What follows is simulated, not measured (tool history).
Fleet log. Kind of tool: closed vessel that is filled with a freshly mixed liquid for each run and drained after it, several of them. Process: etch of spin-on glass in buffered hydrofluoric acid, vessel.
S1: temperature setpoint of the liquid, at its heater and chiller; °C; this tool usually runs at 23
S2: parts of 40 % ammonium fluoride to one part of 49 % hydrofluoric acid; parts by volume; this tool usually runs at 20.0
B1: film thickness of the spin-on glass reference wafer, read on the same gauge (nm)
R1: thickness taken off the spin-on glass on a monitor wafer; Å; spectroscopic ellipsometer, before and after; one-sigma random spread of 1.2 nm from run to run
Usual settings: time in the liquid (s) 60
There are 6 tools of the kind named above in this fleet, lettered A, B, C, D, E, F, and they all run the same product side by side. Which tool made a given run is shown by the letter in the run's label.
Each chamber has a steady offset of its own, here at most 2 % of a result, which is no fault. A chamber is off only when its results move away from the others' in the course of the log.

Run 1C, day 0.188: usual settings; B1 60.001. Result: R1 1158.20 Å.
Run 2E, day 0.396: usual settings; B1 60.011. Result: R1 1167.00 Å.
Run 3A, day 0.538: usual settings; B1 60.029. Result: R1 1172.10 Å.
Run 4F, day 0.717: usual settings; B1 60.045. Result: R1 1168.10 Å.
Run 5D, day 0.925: usual settings; B1 60.009. Result: R1 1197.80 Å.
Run 6B, day 1.104: usual settings; B1 59.970. Result: R1 1127.50 Å.
Run 7D, day 1.262: usual settings; B1 59.986. Result: R1 1183.80 Å.
Run 8A, day 1.479: usual settings; B1 60.015. Result: R1 1184.40 Å.
Run 9B, day 1.667: usual settings; B1 60.031. Result: R1 1135.40 Å.
Run 10F, day 1.775: usual settings; B1 60.006. Result: R1 1164.10 Å.
Run 11E, day 1.958: usual settings; B1 59.997. Result: R1 1174.70 Å.
Run 12C, day 2.125: usual settings; B1 60.025. Result: R1 1165.80 Å.
Run 13A, day 2.308: usual settings; B1 59.996. Result: R1 1189.90 Å.
Run 14B, day 2.417: usual settings; B1 59.972. Result: R1 1135.10 Å.
Run 15C, day 2.529: usual settings; B1 60.042. Result: R1 1156.40 Å.
Run 16F, day 2.642: usual settings; B1 59.966. Result: R1 1195.20 Å.
Run 17D, day 2.838: usual settings; B1 60.009. Result: R1 1175.60 Å.
Run 18E, day 2.992: usual settings; B1 59.987. Result: R1 1167.70 Å.
Run 19B, day 3.188: usual settings but S1 20 °C, S2 25.5 parts by volume; B1 59.954. Result: R1 803.25 Å.
Run 20F, day 3.392: usual settings but S1 20 °C, S2 25.5 parts by volume; B1 60.006. Result: R1 878.49 Å.
At day 3.458: chamber D: hydrofluoric acid flow meter replaced.
Run 21D, day 3.504: usual settings but S1 20 °C, S2 25.5 parts by volume; B1 59.977. Result: R1 838.39 Å.
Run 22E, day 3.725: usual settings but S1 20 °C, S2 25.5 parts by volume; B1 59.999. Result: R1 841.36 Å.
Run 23A, day 3.900: usual settings but S1 20 °C, S2 25.5 parts by volume; B1 60.004. Result: R1 841.13 Å.
Run 24C, day 4.088: usual settings but S1 20 °C, S2 25.5 parts by volume; B1 60.002. Result: R1 828.61 Å.
Run 25C, day 4.250: usual settings; B1 59.997. Result: R1 1152.30 Å.
Run 26D, day 4.462: usual settings; B1 60.026. Result: R1 1199.30 Å.
Run 27E, day 4.658: usual settings; B1 60.045. Result: R1 1166.00 Å.
Run 28A, day 4.875: usual settings; B1 59.987. Result: R1 1188.90 Å.
Run 29B, day 5.067: usual settings; B1 59.965. Result: R1 1144.10 Å.
Run 30F, day 5.275: usual settings; B1 60.023. Result: R1 1270.30 Å.
Run 31C, day 5.412: usual settings; B1 59.961. Result: R1 1162.10 Å.
Run 32D, day 5.562: usual settings; B1 59.996. Result: R1 1179.70 Å.
Run 33E, day 5.750: usual settings; B1 59.981. Result: R1 1174.70 Å.
Run 34F, day 5.912: usual settings; B1 59.991. Result: R1 1313.70 Å.
Run 35B, day 6.075: usual settings; B1 59.997. Result: R1 1142.30 Å.
Run 36A, day 6.242: usual settings; B1 60.001. Result: R1 1166.10 Å.

Each of the 6 chambers runs these same settings next. Fill in every chamber's results:
Run 37A, day 6.408: usual settings. Result: R1 ?.
Run 37B, day 6.408: usual settings. Result: R1 ?.
Run 37C, day 6.408: usual settings. Result: R1 ?.
Run 37D, day 6.408: usual settings. Result: R1 ?.
Run 37E, day 6.408: usual settings. Result: R1 ?.
Run 37F, day 6.408: usual settings. Result: R1 ?.

run       R1
37A  1162.60
37B  1147.10
37C  1157.30
37D  1184.80
37E  1184.20
37F  1300.20
